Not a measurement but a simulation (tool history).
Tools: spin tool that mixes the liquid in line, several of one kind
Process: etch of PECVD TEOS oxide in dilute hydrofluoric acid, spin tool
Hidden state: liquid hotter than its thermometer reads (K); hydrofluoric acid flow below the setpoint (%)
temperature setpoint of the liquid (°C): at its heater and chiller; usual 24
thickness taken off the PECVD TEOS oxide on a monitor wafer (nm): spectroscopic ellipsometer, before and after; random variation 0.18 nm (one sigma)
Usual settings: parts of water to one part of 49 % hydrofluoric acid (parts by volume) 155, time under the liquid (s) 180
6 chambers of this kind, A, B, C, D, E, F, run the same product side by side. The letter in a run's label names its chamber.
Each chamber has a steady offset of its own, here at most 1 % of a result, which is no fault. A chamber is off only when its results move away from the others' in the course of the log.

| run | hour | temperature setpoint of the liquid (°C) | parts of water to one part of 49 % hydrofluoric acid (parts by volume) | time under the liquid (s) | hours since the thermometer was replaced | hours since the hydrofluoric acid flow meter was replaced | read-back film thickness of the PECVD TEOS oxide reference wafer, read on the same gauge (nm) | thickness taken off the PECVD TEOS oxide on a monitor wafer (nm) |
|---|---|---|---|---|---|---|---|---|
| 1A | 8 | 24 | 155 | 180 | 288.5 | 232.7 | 29.998 | 19.805 |
| 2D | 17.4 | 24 | 155 | 180 | 2704.2 | 482.7 | 30.003 | 19.676 |
| 3C | 30.4 | 24 | 155 | 180 | 854.9 | 431.7 | 29.989 | 19.373 |
|  | 33 | chamber C: hydrofluoric acid flow meter replaced |
| 4F | 42.2 | 24 | 155 | 180 | 1322.2 | 911.5 | 29.98 | 20.194 |
| 5B | 50 | 24 | 155 | 180 | 540.5 | 326.3 | 30.012 | 20.051 |
| 6E | 57.7 | 24 | 155 | 180 | 168.4 | 686.4 | 29.994 | 19.576 |
| 7F | 68.8 | 24 | 155 | 180 | 1348.8 | 938.1 | 30.001 | 19.838 |
| 8A | 82 | 24 | 155 | 180 | 362.5 | 306.7 | 30.004 | 19.607 |
| 9B | 92.2 | 20.5 | 125 | 180 | 582.7 | 368.5 | 29.996 | 22.197 |
| 10D | 104.6 | 20.5 | 125 | 180 | 2791.4 | 569.9 | 29.986 | 22.33 |
| 11E | 113.6 | 20.5 | 125 | 180 | 224.3 | 742.3 | 30.014 | 22.059 |
| 12C | 122.9 | 20.5 | 125 | 180 | 947.4 | 89.9 | 29.997 | 22.046 |
| 13E | 130.9 | 20.5 | 125 | 180 | 241.6 | 759.6 | 29.971 | 22.06 |
| 14F | 141.9 | 20.5 | 125 | 180 | 1421.9 | 1011.2 | 29.974 | 22.231 |
| 15A | 153.3 | 24 | 155 | 180 | 433.8 | 378 | 30.003 | 20.137 |
| 16B | 162.1 | 24 | 155 | 180 | 652.6 | 438.4 | 29.988 | 19.206 |
| 17C | 171.9 | 24 | 155 | 180 | 996.4 | 138.9 | 29.995 | 19.688 |
| 18D | 185.3 | 24 | 155 | 180 | 2872.1 | 650.6 | 30.002 | 20.114 |
| 19C | 194 | 24 | 155 | 180 | 1018.5 | 161 | 29.979 | 19.537 |
| 20A | 205.6 | 24 | 155 | 180 | 486.1 | 430.3 | 30.031 | 19.793 |
|  | 207.8 | chamber B: thermometer replaced |
| 21E | 214.3 | 24 | 155 | 180 | 325 | 843 | 29.988 | 19.731 |
| 22F | 221.7 | 24 | 155 | 180 | 1501.7 | 1091 | 29.992 | 20.262 |
| 23D | 234.3 | 24 | 155 | 180 | 2921.1 | 699.6 | 29.992 | 20.12 |
| 24B | 242 | 24 | 155 | 180 | 34.3 | 518.3 | 29.994 | 19.234 |
|  | 244.2 | chamber D: thermometer replaced |
| 25A | 254.6 | 24 | 155 | 180 | 535.1 | 479.3 | 29.974 | 19.891 |
| 26C | 264.3 | 24 | 155 | 180 | 1088.8 | 231.3 | 30.018 | 19.524 |
| 27E | 270.3 | 24 | 155 | 180 | 381 | 899 | 30.013 | 19.936 |
| 28B | 282.9 | 24 | 155 | 180 | 75.2 | 559.2 | 29.995 | 19.086 |
| 29F | 295.3 | 24 | 155 | 180 | 1575.3 | 1164.6 | 29.998 | 20.016 |
| 30D | 302.4 | 24 | 155 | 180 | 58.3 | 767.7 | 30.011 | 19.835 |
| 31F | 310.2 | 28 | 155 | 245 | 1590.2 | 1179.5 | 30 | 31.736 |
| 32A | 319 | 28 | 155 | 245 | 599.5 | 543.7 | 30.006 | 31.396 |
| 33D | 325 | 28 | 155 | 245 | 80.9 | 790.3 | 29.99 | 31.378 |
| 34C | 333 | 28 | 155 | 245 | 1157.5 | 300 | 30.009 | 30.748 |
| 35B | 340.8 | 28 | 155 | 245 | 133.1 | 617.1 | 29.987 | 30.272 |
| 36E | 348.8 | 28 | 155 | 245 | 459.5 | 977.5 | 29.992 | 31.29 |
| 37C | 357.8 | 24 | 155 | 180 | 1182.3 | 324.8 | 30.004 | 19.598 |

All 6 chambers run these settings next. Forecast each chamber's results:
| 38A | 367.4 | 24 | 155 | 125 |  |  |  | ? |
| 38B | 367.4 | 24 | 155 | 125 |  |  |  | ? |
| 38C | 367.4 | 24 | 155 | 125 |  |  |  | ? |
| 38D | 367.4 | 24 | 155 | 125 |  |  |  | ? |
| 38E | 367.4 | 24 | 155 | 125 |  |  |  | ? |
| 38F | 367.4 | 24 | 155 | 125 |  |  |  | ? |

| run | thickness taken off the PECVD TEOS oxide on a monitor wafer (nm) |
|---|---|
| 38A | 13.754 |
| 38B | 13.191 |
| 38C | 13.597 |
| 38D | 14.051 |
| 38E | 13.651 |
| 38F | 13.968 |
